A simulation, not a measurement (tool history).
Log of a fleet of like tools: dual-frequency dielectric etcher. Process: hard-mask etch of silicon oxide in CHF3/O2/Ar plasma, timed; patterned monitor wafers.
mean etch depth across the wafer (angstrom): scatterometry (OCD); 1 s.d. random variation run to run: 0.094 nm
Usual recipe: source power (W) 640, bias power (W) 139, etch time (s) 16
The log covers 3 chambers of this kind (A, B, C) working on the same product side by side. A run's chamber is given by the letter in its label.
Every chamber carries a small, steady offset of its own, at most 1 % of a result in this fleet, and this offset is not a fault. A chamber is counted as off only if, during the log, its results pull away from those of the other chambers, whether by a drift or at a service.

run   hour  source power (W)  bias power (W)  etch time (s)  read-back reference wafer on the same gauge, depth_nm  mean etch depth across the wafer (angstrom)
 1A    8.1               640             139             16                                                 27.979                                       296.69
 2B   16.6               640             139             16                                                 27.998                                       296.37
 3C   23.5               640             139             16                                                 27.991                                       296.81
 4A   33.6               640             139             16                                                 28.002                                       296.14
 5B   42.7               640             139             16                                                 27.985                                       297.47
 6C   52.3               640             139             16                                                 27.990                                       297.89
 7C   61.7               640             139             16                                                 27.991                                       297.26
 8B   70.5               640             139             16                                                 28.000                                       297.67
      72.0  -- chamber B: source power generator calibrated
 9A   79.7               640             139             16                                                 28.022                                       295.68
10B   89.4               640             139             16                                                 28.006                                       297.17
11A   99.5               640             139             16                                                 28.014                                       298.13
12C  107.5               640             139             16                                                 28.013                                       297.59
13A  113.2               640             139             16                                                 27.999                                       296.88
14B  121.5               640             139             16                                                 28.009                                       297.16
15C  127.7               640             139             16                                                 28.000                                       296.60
16B  136.9               640             109             16                                                 27.996                                       277.16
17C  142.5               640             109             16                                                 28.004                                       276.29
18A  152.3               640             109             16                                                 27.995                                       274.99
19A  159.5               640             139             16                                                 28.022                                       296.87
     169.6  -- chamber C: bias power generator calibrated
20C  169.7               640             139             16                                                 27.996                                       295.50
21B  179.7               640             139             16                                                 27.995                                       296.77
     180.1  -- chamber A: wet clean of the chamber
22C  185.8               640             139             16                                                 28.012                                       296.80
23A  196.7               640             139             16                                                 27.983                                       286.66
24B  204.9               640             139             19                                                 27.996                                       351.31
25A  210.9               640             139             19                                                 27.987                                       340.55
26B  220.8               640             139             19                                                 28.023                                       351.84
27C  227.8               640             139             16                                                 27.996                                       297.07
28A  234.8               640             139             16                                                 28.021                                       284.81
29B  242.0               640             139             16                                                 28.001                                       298.10
30C  249.5               640             139             16                                                 28.017                                       297.16
31A  257.8               640             139             16                                                 27.990                                       286.16
32C  265.8               640             139             16                                                 27.988                                       298.04
33B  273.3               640             139             16                                                 27.990                                       296.92
34C  282.9               640             139             16                                                 27.992                                       297.53
35A  291.2               640             139             16                                                 28.003                                       285.96
     295.2  -- chamber B: wet clean of the chamber
36B  299.3               640             139             16                                                 28.016                                       298.00
37A  306.9               640             152             16                                                 28.006                                       294.90
38C  312.0               640             152             16                                                 28.002                                       306.58
39B  317.7               640             152             16                                                 27.965                                       305.05
40B  323.8               640             128             16                                                 27.988                                       290.07
41C  330.1               640             128             16                                                 28.001                                       289.46
42A  341.1               640             128             16                                                 28.006                                       277.01

Is one chamber out of step, is the gauge drifting, or do the chambers differ by no more than their own small offsets? For an off chamber, give its letter and the likeliest cause.

The work done on chamber A during a service left it standing apart from the others.
Likeliest cause: etch rate under this chamber's usual, % = 3.64.

Chamber A could run next with any of the 4 candidate recipes listed below; each alters the usual settings, and their results appear as question marks. Which one brings its results back in line with what the other chambers deliver on the usual settings?
A result is in line if it is within this distance of the other chambers' mean on the usual settings: mean etch depth across the wafer (angstrom) 3.30
43A-1  349.2               640             111             16                                                                                                   ?
43A-2  349.2               650             141             17                                                                                                   ?
43A-3  349.2               680             146             16                                                                                                   ?
43A-4  349.2               600             132             16                                                                                                   ?

What the other chambers average on the usual settings: mean etch depth across the wafer (angstrom) 297.06
  run  mean etch depth across the wafer (angstrom)
43A-1                                       267.35
43A-2                                       307.34
43A-3                                       297.68
43A-4                                       274.56
43A-3 puts the chamber back in line with the other chambers.
